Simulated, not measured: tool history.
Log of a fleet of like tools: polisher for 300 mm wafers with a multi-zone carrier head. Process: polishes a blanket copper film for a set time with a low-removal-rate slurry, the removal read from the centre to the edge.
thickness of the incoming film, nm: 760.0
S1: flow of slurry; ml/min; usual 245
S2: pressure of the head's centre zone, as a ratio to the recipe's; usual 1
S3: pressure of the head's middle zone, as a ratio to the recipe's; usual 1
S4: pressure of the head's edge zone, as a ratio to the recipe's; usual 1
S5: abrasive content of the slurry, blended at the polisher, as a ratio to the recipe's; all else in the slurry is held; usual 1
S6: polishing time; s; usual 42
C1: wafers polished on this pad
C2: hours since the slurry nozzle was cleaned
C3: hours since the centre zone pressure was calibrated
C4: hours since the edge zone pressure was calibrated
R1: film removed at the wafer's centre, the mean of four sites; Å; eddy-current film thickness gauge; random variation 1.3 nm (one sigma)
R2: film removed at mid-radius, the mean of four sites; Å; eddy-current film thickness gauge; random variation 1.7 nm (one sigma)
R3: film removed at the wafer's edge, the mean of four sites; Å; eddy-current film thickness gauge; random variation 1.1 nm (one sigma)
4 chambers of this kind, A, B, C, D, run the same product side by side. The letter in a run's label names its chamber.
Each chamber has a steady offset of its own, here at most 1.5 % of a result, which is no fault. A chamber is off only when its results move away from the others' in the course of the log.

{"hour": 6.9, "done": "chamber A: worn pad replaced by a new one"}
{"run": "1C", "hour": 7.3, "S1": 245, "S2": 1, "S3": 1, "S4": 1, "S5": 1, "S6": 42, "C1": 525, "C2": 285.6, "C3": 1172.5, "C4": 847, "R1": 1618.8, "R2": 1632.2, "R3": 1616}
{"hour": 8.3, "done": "chamber D: slurry nozzle cleaned"}
{"hour": 11.1, "done": "chamber B: worn pad replaced by a new one"}
{"run": "2B", "hour": 17.0, "S1": 245, "S2": 1, "S3": 1, "S4": 1, "S5": 1, "S6": 42, "C1": 49, "C2": 135.9, "C3": 29.2, "C4": 684.1, "R1": 1621, "R2": 1597.5, "R3": 1615.7}
{"hour": 27.6, "done": "chamber D: worn pad replaced by a new one"}
{"run": "3D", "hour": 29.5, "S1": 245, "S2": 1, "S3": 1, "S4": 1, "S5": 1, "S6": 42, "C1": 16, "C2": 21.2, "C3": 830.4, "C4": 672.7, "R1": 1619.3, "R2": 1620.6, "R3": 1601.4}
{"run": "4A", "hour": 42.9, "S1": 245, "S2": 1, "S3": 1, "S4": 1, "S5": 1, "S6": 42, "C1": 298, "C2": 57.7, "C3": 110.7, "C4": 63.4, "R1": 1594.5, "R2": 1609.1, "R3": 1609.1}
{"hour": 51.7, "done": "chamber C: edge zone pressure recalibrated"}
{"run": "5B", "hour": 56.5, "S1": 245, "S2": 1, "S3": 1, "S4": 1, "S5": 1, "S6": 42, "C1": 376, "C2": 175.4, "C3": 68.7, "C4": 723.6, "R1": 1612.3, "R2": 1630, "R3": 1603.5}
{"run": "6A", "hour": 66.3, "S1": 245, "S2": 1, "S3": 1, "S4": 1, "S5": 1, "S6": 42, "C1": 492, "C2": 81.1, "C3": 134.1, "C4": 86.8, "R1": 1588.7, "R2": 1609.5, "R3": 1616.8}
{"run": "7C", "hour": 73.2, "S1": 245, "S2": 1, "S3": 1, "S4": 1, "S5": 0.9, "S6": 37, "C1": 1070, "C2": 351.5, "C3": 1238.4, "C4": 21.5, "R1": 1408, "R2": 1401.1, "R3": 1399.4}
{"run": "8D", "hour": 85.1, "S1": 245, "S2": 1, "S3": 1, "S4": 1, "S5": 0.9, "S6": 37, "C1": 476, "C2": 76.8, "C3": 886, "C4": 728.3, "R1": 1378.5, "R2": 1368.4, "R3": 1390.9}
{"hour": 95.2, "done": "chamber D: worn pad replaced by a new one"}
{"run": "9D", "hour": 97.4, "S1": 245, "S2": 1, "S3": 1, "S4": 1, "S5": 0.9, "S6": 37, "C1": 18, "C2": 89.1, "C3": 898.3, "C4": 740.6, "R1": 1375.3, "R2": 1381.4, "R3": 1383.7}
{"run": "10B", "hour": 104.2, "S1": 245, "S2": 1, "S3": 1, "S4": 1, "S5": 0.9, "S6": 37, "C1": 770, "C2": 223.1, "C3": 116.4, "C4": 771.3, "R1": 1413, "R2": 1403.3, "R3": 1376.3}
{"run": "11A", "hour": 117.8, "S1": 245, "S2": 1, "S3": 1, "S4": 1, "S5": 1, "S6": 42, "C1": 918, "C2": 132.6, "C3": 185.6, "C4": 138.3, "R1": 1592.3, "R2": 1610.2, "R3": 1607}
{"run": "12C", "hour": 124.2, "S1": 245, "S2": 1, "S3": 1, "S4": 1, "S5": 1, "S6": 42, "C1": 1493, "C2": 402.5, "C3": 1289.4, "C4": 72.5, "R1": 1602.8, "R2": 1584.1, "R3": 1613.7}
{"hour": 129.5, "done": "chamber B: slurry nozzle cleaned"}
{"run": "13D", "hour": 135.6, "S1": 245, "S2": 1, "S3": 1, "S4": 1, "S5": 0.9, "S6": 42, "C1": 334, "C2": 127.3, "C3": 936.5, "C4": 778.8, "R1": 1589.6, "R2": 1587.7, "R3": 1557.7}
{"hour": 146.2, "done": "chamber A: worn pad replaced by a new one"}
{"run": "14B", "hour": 146.3, "S1": 245, "S2": 1, "S3": 1, "S4": 1, "S5": 0.9, "S6": 42, "C1": 1119, "C2": 16.8, "C3": 158.5, "C4": 813.4, "R1": 1590.5, "R2": 1590.4, "R3": 1551.4}
{"hour": 149.9, "done": "chamber C: centre zone pressure recalibrated"}
{"run": "15A", "hour": 156.5, "S1": 245, "S2": 1, "S3": 1, "S4": 1, "S5": 0.9, "S6": 42, "C1": 85, "C2": 171.3, "C3": 224.3, "C4": 177, "R1": 1574, "R2": 1537.8, "R3": 1589.7}
{"run": "16C", "hour": 163.1, "S1": 245, "S2": 1, "S3": 1, "S4": 1, "S5": 0.9, "S6": 42, "C1": 1814, "C2": 441.4, "C3": 13.2, "C4": 111.4, "R1": 1555.7, "R2": 1522, "R3": 1561}
{"hour": 165.6, "done": "chamber D: worn pad replaced by a new one"}
{"hour": 168.6, "done": "chamber B: worn pad replaced by a new one"}
{"run": "17A", "hour": 169.6, "S1": 245, "S2": 1, "S3": 1, "S4": 1, "S5": 1, "S6": 42, "C1": 194, "C2": 184.4, "C3": 237.4, "C4": 190.1, "R1": 1601.9, "R2": 1598.4, "R3": 1627.6}
{"run": "18D", "hour": 178.2, "S1": 245, "S2": 1, "S3": 1, "S4": 1, "S5": 1, "S6": 42, "C1": 105, "C2": 169.9, "C3": 979.1, "C4": 821.4, "R1": 1620.7, "R2": 1575.2, "R3": 1590.1}
{"run": "19C", "hour": 187.1, "S1": 245, "S2": 1, "S3": 1, "S4": 1, "S5": 1, "S6": 42, "C1": 2013, "C2": 465.4, "C3": 37.2, "C4": 135.4, "R1": 1576.1, "R2": 1587.1, "R3": 1566.5}
{"run": "20B", "hour": 198.0, "S1": 245, "S2": 1, "S3": 1, "S4": 1, "S5": 1, "S6": 42, "C1": 243, "C2": 68.5, "C3": 210.2, "C4": 865.1, "R1": 1619.9, "R2": 1641.2, "R3": 1602.9}
{"run": "21A", "hour": 209.2, "S1": 245, "S2": 1, "S3": 1, "S4": 1, "S5": 1, "S6": 42, "C1": 521, "C2": 224, "C3": 277, "C4": 229.7, "R1": 1587.8, "R2": 1624.2, "R3": 1595.6}
{"run": "22D", "hour": 217.1, "S1": 245, "S2": 1, "S3": 1, "S4": 1, "S5": 1, "S6": 42, "C1": 426, "C2": 208.8, "C3": 1018, "C4": 860.3, "R1": 1607.2, "R2": 1621.3, "R3": 1615.1}
{"hour": 228.2, "done": "chamber D: worn pad replaced by a new one"}
{"run": "23C", "hour": 230.6, "S1": 245, "S2": 1, "S3": 1, "S4": 1, "S5": 1, "S6": 42, "C1": 2373, "C2": 508.9, "C3": 80.7, "C4": 178.9, "R1": 1569.3, "R2": 1547.8, "R3": 1535.3}
{"run": "24B", "hour": 240.3, "S1": 245, "S2": 1, "S3": 1, "S4": 1, "S5": 1, "S6": 42, "C1": 593, "C2": 110.8, "C3": 252.5, "C4": 907.4, "R1": 1625.1, "R2": 1616.4, "R3": 1598.7}
{"run": "25B", "hour": 250.9, "S1": 245, "S2": 1, "S3": 1, "S4": 1, "S5": 1, "S6": 42, "C1": 681, "C2": 121.4, "C3": 263.1, "C4": 918, "R1": 1611.2, "R2": 1601.4, "R3": 1617.7}
{"run": "26C", "hour": 263.8, "S1": 245, "S2": 1, "S3": 1, "S4": 1, "S5": 1, "S6": 42, "C1": 2648, "C2": 542.1, "C3": 113.9, "C4": 212.1, "R1": 1540.6, "R2": 1497.4, "R3": 1538.4}
{"hour": 268.8, "done": "chamber A: slurry nozzle cleaned"}
{"run": "27A", "hour": 269.9, "S1": 305, "S2": 1, "S3": 0.92, "S4": 1, "S5": 1, "S6": 42, "C1": 1024, "C2": 1.1, "C3": 337.7, "C4": 290.4, "R1": 1627.1, "R2": 1532.4, "R3": 1622.3}
{"hour": 271.5, "done": "chamber A: worn pad replaced by a new one"}
{"run": "28D", "hour": 278.1, "S1": 305, "S2": 1, "S3": 0.92, "S4": 1, "S5": 1, "S6": 42, "C1": 412, "C2": 269.8, "C3": 1079, "C4": 921.3, "R1": 1665.5, "R2": 1544.3, "R3": 1635}
{"run": "29C", "hour": 284.8, "S1": 305, "S2": 1, "S3": 0.92, "S4": 1, "S5": 1, "S6": 42, "C1": 2822, "C2": 563.1, "C3": 134.9, "C4": 233.1, "R1": 1559.5, "R2": 1455.1, "R3": 1540.2}
{"run": "30A", "hour": 292.1, "S1": 305, "S2": 1, "S3": 0.92, "S4": 1, "S5": 1, "S6": 42, "C1": 170, "C2": 23.3, "C3": 359.9, "C4": 312.6, "R1": 1639.7, "R2": 1557.7, "R3": 1632.7}
{"run": "31B", "hour": 303.4, "S1": 245, "S2": 1, "S3": 1, "S4": 1, "S5": 1, "S6": 42, "C1": 1115, "C2": 173.9, "C3": 315.6, "C4": 970.5, "R1": 1621.1, "R2": 1607, "R3": 1608.8}

What goes on in this fleet: one chamber off, a drifting gauge, or nothing beyond the chambers' own small offsets? Name the chamber and the cause, if any.

Chamber C drifts away from the others.
Cause: removal rate lost through wear of the pad, % = 6.99.
The log may not tell that from: slurry flow missing at the pad, %.

Here are 4 candidates for chamber C's next run, each the usual settings with a change, their results left as question marks. Which one brings its results back in line with what the others give on the usual settings?
In line means no further than this from the other chambers' mean on the usual settings: R1 47 Å; R2 61 Å; R3 40 Å
{"run": "32C-1", "hour": 313.3, "S1": 240, "S2": 1.01, "S3": 0.99, "S4": 1, "S5": 1, "S6": 37, "R1": "?", "R2": "?", "R3": "?"}
{"run": "32C-2", "hour": 313.3, "S1": 245, "S2": 1.01, "S3": 1, "S4": 1, "S5": 1, "S6": 39, "R1": "?", "R2": "?", "R3": "?"}
{"run": "32C-3", "hour": 313.3, "S1": 245, "S2": 1, "S3": 1.01, "S4": 1, "S5": 1, "S6": 45, "R1": "?", "R2": "?", "R3": "?"}
{"run": "32C-4", "hour": 313.3, "S1": 250, "S2": 0.99, "S3": 1.01, "S4": 1.01, "S5": 1, "S6": 47, "R1": "?", "R2": "?", "R3": "?"}

The other chambers' mean on the usual settings: R1 1608.5 Å; R2 1610.7 Å; R3 1605 Å
run=32C-1 R1=1352.2 R2=1311.7 R3=1316
run=32C-2 R1=1429.3 R2=1398.9 R3=1389.5
run=32C-3 R1=1631.3 R2=1629.2 R3=1603
run=32C-4 R1=1689.5 R2=1705.7 R3=1686
32C-3 brings the chamber back in line.

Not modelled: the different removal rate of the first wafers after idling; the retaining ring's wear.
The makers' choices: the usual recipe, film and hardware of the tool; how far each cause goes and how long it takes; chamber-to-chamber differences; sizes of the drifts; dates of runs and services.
